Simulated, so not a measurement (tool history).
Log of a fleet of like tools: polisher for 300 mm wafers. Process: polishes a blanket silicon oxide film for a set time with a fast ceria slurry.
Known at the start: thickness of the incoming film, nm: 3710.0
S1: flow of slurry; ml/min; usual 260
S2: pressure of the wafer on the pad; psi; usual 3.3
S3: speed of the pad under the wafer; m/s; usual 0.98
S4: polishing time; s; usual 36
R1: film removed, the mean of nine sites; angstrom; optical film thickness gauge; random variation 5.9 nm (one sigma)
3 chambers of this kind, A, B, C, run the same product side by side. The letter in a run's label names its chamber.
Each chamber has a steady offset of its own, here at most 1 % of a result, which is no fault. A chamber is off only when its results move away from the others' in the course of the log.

run	hour	S1	S2	S3	S4	R1
1A	3.0	260	3.3	0.98	36	7471.6
2C	7.6	260	3.3	0.98	36	7475.8
# hour 9.0: chamber B: slurry nozzle cleaned
# hour 11.1: chamber C: head pressure recalibrated
3B	11.7	260	3.3	0.98	36	7430.2
# hour 13.2: chamber C: worn pad replaced by a new one
4B	16.1	260	3.3	0.98	36	7526.3
5C	19.3	260	3.3	0.98	36	7542.1
6A	21.4	260	3.3	0.98	36	7504.7
7B	25.6	260	3.3	0.98	36	7568.1
8A	28.5	260	3.3	0.98	36	7532.9
9C	31.7	260	3.3	0.98	36	7390.0
10C	34.6	260	3.3	0.98	36	7507.0
11B	36.8	260	3.3	0.98	36	7567.1
12A	41.2	220	3.3	0.98	32	6602.2
13A	43.3	220	3.3	0.98	32	6519.3
14B	47.4	220	3.3	0.98	32	6515.2
15C	51.0	260	3.3	0.98	36	7453.1
16B	54.8	260	3.3	0.98	36	7487.8
17A	58.3	220	3.3	0.98	36	7355.6
# hour 61.0: chamber C: worn pad replaced by a new one
18C	61.2	220	3.3	0.98	36	7421.2
19C	64.5	220	3.3	0.98	36	7235.6
20A	68.4	260	3.3	0.98	36	7537.0
21B	72.4	260	3.3	0.98	36	7500.1
22A	75.4	260	3.3	0.98	36	7431.6
23B	80.0	260	3.3	0.98	36	7539.3
# hour 82.7: chamber B: worn pad replaced by a new one
24C	83.0	260	3.3	0.98	36	7519.3
25B	85.4	260	3.3	0.66	36	5001.0
26A	88.5	260	3.3	0.66	36	5034.9

All 3 chambers run these settings next. Forecast each chamber's results:
27A	91.9	180	3.3	0.98	36	?
27B	91.9	180	3.3	0.98	36	?
27C	91.9	180	3.3	0.98	36	?

run	R1
27A	7164.0
27B	7224.0
27C	7158.8
